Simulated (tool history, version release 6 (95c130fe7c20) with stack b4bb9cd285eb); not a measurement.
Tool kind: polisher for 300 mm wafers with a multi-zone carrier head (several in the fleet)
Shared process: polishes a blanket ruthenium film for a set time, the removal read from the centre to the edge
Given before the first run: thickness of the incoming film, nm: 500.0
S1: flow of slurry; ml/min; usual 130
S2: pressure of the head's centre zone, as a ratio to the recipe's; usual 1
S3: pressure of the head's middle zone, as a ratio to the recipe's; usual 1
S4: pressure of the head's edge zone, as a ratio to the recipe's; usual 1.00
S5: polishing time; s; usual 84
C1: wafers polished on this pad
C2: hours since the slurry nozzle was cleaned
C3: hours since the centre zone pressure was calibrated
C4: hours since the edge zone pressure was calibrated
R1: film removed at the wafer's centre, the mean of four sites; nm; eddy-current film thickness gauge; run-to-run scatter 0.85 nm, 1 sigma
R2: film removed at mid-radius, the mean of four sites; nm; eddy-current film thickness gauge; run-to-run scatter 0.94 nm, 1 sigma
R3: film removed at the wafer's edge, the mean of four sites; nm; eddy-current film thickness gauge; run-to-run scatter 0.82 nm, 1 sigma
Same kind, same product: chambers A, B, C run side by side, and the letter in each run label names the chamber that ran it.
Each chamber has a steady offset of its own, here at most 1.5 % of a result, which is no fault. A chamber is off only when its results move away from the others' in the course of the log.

run 1C hour=8.9 | S1=130 S2=1 S3=1 S4=1.00 S5=84 | C1=705 C2=476.3 C3=1048.5 C4=649.3 | R1=71.919 R2=70.896 R3=74.128
run 2B hour=17.2 | S1=130 S2=1 S3=1 S4=1.00 S5=84 | C1=394 C2=195.7 C3=1139.9 C4=31.5 | R1=71.716 R2=70.967 R3=73.063
-- hour=17.7 chamber C: worn pad replaced by a new one
run 3A hour=26.8 | S1=130 S2=1 S3=1 S4=1.00 S5=84 | C1=562 C2=141.0 C3=514.3 C4=291.0 | R1=74.311 R2=72.015 R3=70.902
run 4B hour=36.4 | S1=130 S2=1 S3=1 S4=1.00 S5=84 | C1=559 C2=214.9 C3=1159.1 C4=50.7 | R1=69.161 R2=71.202 R3=72.288
run 5A hour=47.0 | S1=130 S2=1 S3=1 S4=1.00 S5=84 | C1=735 C2=161.2 C3=534.5 C4=311.2 | R1=71.880 R2=71.804 R3=71.820
run 6C hour=54.0 | S1=130 S2=1 S3=1 S4=1.00 S5=84 | C1=312 C2=521.4 C3=1093.6 C4=694.4 | R1=71.050 R2=72.566 R3=72.990
-- hour=57.3 chamber C: slurry nozzle cleaned
run 7A hour=61.5 | S1=130 S2=1 S3=1 S4=1.00 S5=84 | C1=860 C2=175.7 C3=549.0 C4=325.7 | R1=72.420 R2=71.880 R3=72.608
-- hour=65.6 chamber B: worn pad replaced by a new one
run 8C hour=72.8 | S1=130 S2=1 S3=1 S4=1.00 S5=84 | C1=473 C2=15.5 C3=1112.4 C4=713.2 | R1=71.362 R2=73.471 R3=72.144
-- hour=79.4 chamber C: centre zone pressure recalibrated
run 9B hour=79.7 | S1=130 S2=1 S3=1 S4=1.00 S5=84 | C1=121 C2=258.2 C3=1202.4 C4=94.0 | R1=71.001 R2=71.010 R3=71.712
run 10B hour=89.7 | S1=130 S2=1 S3=1 S4=1.00 S5=84 | C1=207 C2=268.2 C3=1212.4 C4=104.0 | R1=72.100 R2=71.869 R3=72.325
-- hour=93.3 chamber C: worn pad replaced by a new one
run 11C hour=97.9 | S1=130 S2=1 S3=1 S4=1.00 S5=84 | C1=40 C2=40.6 C3=18.6 C4=738.3 | R1=71.319 R2=72.900 R3=72.390
run 12A hour=105.3 | S1=130 S2=1 S3=1 S4=1.00 S5=84 | C1=1236 C2=219.5 C3=592.8 C4=369.5 | R1=70.784 R2=71.918 R3=73.776
run 13A hour=115.6 | S1=130 S2=1 S3=1 S4=1.00 S5=84 | C1=1325 C2=229.8 C3=603.1 C4=379.8 | R1=70.543 R2=71.245 R3=71.500
run 14C hour=128.2 | S1=130 S2=1 S3=1 S4=1.00 S5=84 | C1=300 C2=70.9 C3=48.9 C4=768.6 | R1=72.344 R2=72.794 R3=71.833
-- hour=129.1 chamber A: worn pad replaced by a new one
run 15B hour=137.0 | S1=130 S2=1 S3=1 S4=1.00 S5=84 | C1=613 C2=315.5 C3=1259.7 C4=151.3 | R1=71.154 R2=71.457 R3=72.377
run 16A hour=146.3 | S1=130 S2=1 S3=1 S4=1.08 S5=104 | C1=148 C2=260.5 C3=633.8 C4=410.5 | R1=87.849 R2=88.814 R3=91.368
run 17C hour=152.9 | S1=130 S2=1 S3=1 S4=1.08 S5=104 | C1=512 C2=95.6 C3=73.6 C4=793.3 | R1=86.186 R2=89.211 R3=95.357
run 18B hour=162.4 | S1=130 S2=1 S3=1 S4=1.08 S5=104 | C1=832 C2=340.9 C3=1285.1 C4=176.7 | R1=88.285 R2=87.216 R3=93.291
run 19B hour=168.7 | S1=130 S2=1 S3=1 S4=1.00 S5=84 | C1=886 C2=347.2 C3=1291.4 C4=183.0 | R1=70.481 R2=72.792 R3=73.287
run 20A hour=174.7 | S1=130 S2=1 S3=1 S4=1.00 S5=84 | C1=392 C2=288.9 C3=662.2 C4=438.9 | R1=70.705 R2=71.025 R3=70.880
-- hour=175.7 chamber B: slurry nozzle cleaned
run 21C hour=187.1 | S1=130 S2=1 S3=1 S4=1.00 S5=84 | C1=806 C2=129.8 C3=107.8 C4=827.5 | R1=72.743 R2=70.247 R3=72.350
-- hour=189.2 chamber B: worn pad replaced by a new one
-- hour=190.6 chamber C: worn pad replaced by a new one
run 22C hour=195.9 | S1=130 S2=1 S3=1 S4=1.00 S5=84 | C1=45 C2=138.6 C3=116.6 C4=836.3 | R1=71.410 R2=73.368 R3=72.285
run 23A hour=204.9 | S1=130 S2=1 S3=1 S4=1.00 S5=84 | C1=651 C2=319.1 C3=692.4 C4=469.1 | R1=73.324 R2=70.679 R3=72.582
run 24B hour=216.6 | S1=130 S2=1 S3=1 S4=1.00 S5=84 | C1=235 C2=40.9 C3=1339.3 C4=230.9 | R1=70.598 R2=71.153 R3=73.859
run 25B hour=222.9 | S1=130 S2=1 S3=1 S4=1.00 S5=84 | C1=290 C2=47.2 C3=1345.6 C4=237.2 | R1=71.129 R2=71.320 R3=72.029
run 26C hour=232.6 | S1=130 S2=1 S3=1 S4=1.00 S5=84 | C1=361 C2=175.3 C3=153.3 C4=873.0 | R1=73.001 R2=72.605 R3=71.004
run 27A hour=243.5 | S1=130 S2=1 S3=1 S4=1.00 S5=84 | C1=983 C2=357.7 C3=731.0 C4=507.7 | R1=73.247 R2=70.413 R3=71.833
run 28B hour=251.4 | S1=130 S2=1 S3=1 S4=1.00 S5=84 | C1=535 C2=75.7 C3=1374.1 C4=265.7 | R1=71.386 R2=71.089 R3=72.810
run 29A hour=258.4 | S1=130 S2=1 S3=1 S4=1.00 S5=84 | C1=1111 C2=372.6 C3=745.9 C4=522.6 | R1=72.874 R2=72.726 R3=70.922
-- hour=266.2 chamber C: worn pad replaced by a new one
run 30C hour=267.3 | S1=130 S2=1 S3=1 S4=1.00 S5=84 | C1=10 C2=210.0 C3=188.0 C4=907.7 | R1=72.167 R2=73.344 R3=73.655
run 31B hour=274.3 | S1=130 S2=1 S3=1 S4=1.00 S5=84 | C1=731 C2=98.6 C3=1397.0 C4=288.6 | R1=71.277 R2=71.136 R3=73.239
run 32C hour=282.6 | S1=130 S2=1 S3=1 S4=1.00 S5=84 | C1=141 C2=225.3 C3=203.3 C4=923.0 | R1=71.704 R2=73.416 R3=72.814
run 33A hour=290.8 | S1=130 S2=1 S3=1 S4=1.00 S5=84 | C1=1390 C2=405.0 C3=778.3 C4=555.0 | R1=73.131 R2=71.204 R3=71.675

Has any chamber moved away from the others, gradually or after a service, or does the common gauge drift, or do the chambers differ only by their own small steady offsets? State the chamber and the most likely cause if one applies.

Nothing is wrong: each chamber keeps only its own small, steady offset and the gauge holds still.
